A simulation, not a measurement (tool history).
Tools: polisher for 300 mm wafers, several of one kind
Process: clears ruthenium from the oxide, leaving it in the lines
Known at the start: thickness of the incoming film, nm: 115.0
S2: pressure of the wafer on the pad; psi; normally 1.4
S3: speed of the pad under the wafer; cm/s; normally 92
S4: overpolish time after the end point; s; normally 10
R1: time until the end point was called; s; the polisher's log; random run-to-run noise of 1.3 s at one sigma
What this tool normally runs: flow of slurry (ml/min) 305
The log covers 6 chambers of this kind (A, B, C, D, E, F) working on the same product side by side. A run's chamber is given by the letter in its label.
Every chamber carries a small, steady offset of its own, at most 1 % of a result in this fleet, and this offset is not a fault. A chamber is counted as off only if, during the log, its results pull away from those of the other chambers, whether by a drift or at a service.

run 1F hour=4.7 | flow_of_slurry_(ml/min)=305 S2=1.4 S3=92 S4=10 | R1=133.30
run 2A hour=8.1 | flow_of_slurry_(ml/min)=305 S2=1.4 S3=92 S4=10 | R1=130.47
run 3B hour=13.2 | flow_of_slurry_(ml/min)=305 S2=1.4 S3=92 S4=10 | R1=131.72
-- hour=15.8 chamber E: slurry nozzle cleaned
run 4C hour=17.8 | flow_of_slurry_(ml/min)=305 S2=1.4 S3=92 S4=10 | R1=133.65
run 5E hour=23.6 | flow_of_slurry_(ml/min)=305 S2=1.4 S3=92 S4=10 | R1=133.83
run 6D hour=27.0 | flow_of_slurry_(ml/min)=305 S2=1.4 S3=92 S4=10 | R1=133.51
run 7E hour=32.9 | flow_of_slurry_(ml/min)=305 S2=1.4 S3=92 S4=10 | R1=131.25
run 8F hour=36.8 | flow_of_slurry_(ml/min)=390 S2=1.0 S3=92 S4=10 | R1=178.83
-- hour=37.1 chamber F: worn pad replaced by a new one
run 9D hour=40.0 | flow_of_slurry_(ml/min)=390 S2=1.0 S3=92 S4=10 | R1=181.33
run 10A hour=45.8 | flow_of_slurry_(ml/min)=390 S2=1.0 S3=92 S4=10 | R1=183.27
run 11C hour=51.5 | flow_of_slurry_(ml/min)=390 S2=1.0 S3=92 S4=10 | R1=184.35
run 12B hour=56.2 | flow_of_slurry_(ml/min)=390 S2=1.0 S3=92 S4=10 | R1=181.69
run 13C hour=59.7 | flow_of_slurry_(ml/min)=390 S2=1.0 S3=92 S4=10 | R1=183.53
run 14F hour=64.8 | flow_of_slurry_(ml/min)=305 S2=1.4 S3=92 S4=10 | R1=134.53
run 15B hour=70.4 | flow_of_slurry_(ml/min)=305 S2=1.4 S3=92 S4=10 | R1=131.57
-- hour=75.1 chamber C: slurry nozzle cleaned
run 16E hour=75.2 | flow_of_slurry_(ml/min)=305 S2=1.4 S3=92 S4=10 | R1=132.03
run 17A hour=80.1 | flow_of_slurry_(ml/min)=305 S2=1.4 S3=92 S4=10 | R1=130.04
run 18D hour=86.4 | flow_of_slurry_(ml/min)=305 S2=1.4 S3=92 S4=10 | R1=133.91
run 19B hour=91.3 | flow_of_slurry_(ml/min)=305 S2=1.4 S3=92 S4=10 | R1=133.22
run 20E hour=95.2 | flow_of_slurry_(ml/min)=305 S2=1.4 S3=92 S4=10 | R1=132.83
-- hour=98.0 chamber B: worn pad replaced by a new one
run 21C hour=98.8 | flow_of_slurry_(ml/min)=305 S2=1.4 S3=92 S4=10 | R1=134.31
run 22A hour=102.6 | flow_of_slurry_(ml/min)=305 S2=1.4 S3=92 S4=10 | R1=131.98
run 23F hour=106.0 | flow_of_slurry_(ml/min)=305 S2=1.4 S3=92 S4=10 | R1=132.71
run 24D hour=110.5 | flow_of_slurry_(ml/min)=305 S2=1.4 S3=92 S4=10 | R1=136.36
run 25A hour=113.7 | flow_of_slurry_(ml/min)=270 S2=1.4 S3=92 S4=12 | R1=133.18
-- hour=116.7 chamber D: worn pad replaced by a new one
run 26D hour=119.6 | flow_of_slurry_(ml/min)=270 S2=1.4 S3=92 S4=12 | R1=134.03
run 27B hour=125.3 | flow_of_slurry_(ml/min)=270 S2=1.4 S3=92 S4=12 | R1=134.39
-- hour=127.1 chamber F: slurry nozzle cleaned
run 28F hour=130.3 | flow_of_slurry_(ml/min)=270 S2=1.4 S3=92 S4=12 | R1=133.71
run 29E hour=133.7 | flow_of_slurry_(ml/min)=270 S2=1.4 S3=92 S4=12 | R1=136.46
run 30C hour=137.1 | flow_of_slurry_(ml/min)=270 S2=1.4 S3=92 S4=12 | R1=136.92
run 31B hour=141.0 | flow_of_slurry_(ml/min)=305 S2=1.4 S3=92 S4=10 | R1=130.70
run 32D hour=145.0 | flow_of_slurry_(ml/min)=305 S2=1.4 S3=92 S4=10 | R1=134.69
-- hour=146.6 chamber F: head pressure recalibrated
run 33C hour=151.3 | flow_of_slurry_(ml/min)=305 S2=1.4 S3=92 S4=10 | R1=132.79
run 34A hour=155.5 | flow_of_slurry_(ml/min)=305 S2=1.1 S3=92 S4=12 | R1=167.77
run 35E hour=161.5 | flow_of_slurry_(ml/min)=305 S2=1.1 S3=92 S4=12 | R1=167.86
run 36F hour=164.4 | flow_of_slurry_(ml/min)=305 S2=1.1 S3=92 S4=12 | R1=170.53
run 37A hour=167.2 | flow_of_slurry_(ml/min)=305 S2=1.1 S3=92 S4=12 | R1=169.72
run 38F hour=170.3 | flow_of_slurry_(ml/min)=305 S2=1.1 S3=92 S4=12 | R1=166.89

Next, all 6 chambers run the settings below, one line each with question marks for the results. What does each chamber give?
run 39A hour=174.8 | flow_of_slurry_(ml/min)=305 S2=1.4 S3=92 S4=10 | R1=?
run 39B hour=174.8 | flow_of_slurry_(ml/min)=305 S2=1.4 S3=92 S4=10 | R1=?
run 39C hour=174.8 | flow_of_slurry_(ml/min)=305 S2=1.4 S3=92 S4=10 | R1=?
run 39D hour=174.8 | flow_of_slurry_(ml/min)=305 S2=1.4 S3=92 S4=10 | R1=?
run 39E hour=174.8 | flow_of_slurry_(ml/min)=305 S2=1.4 S3=92 S4=10 | R1=?
run 39F hour=174.8 | flow_of_slurry_(ml/min)=305 S2=1.4 S3=92 S4=10 | R1=?

run=39A R1=132.58
run=39B R1=134.19
run=39C R1=133.51
run=39D R1=134.53
run=39E R1=132.54
run=39F R1=132.61
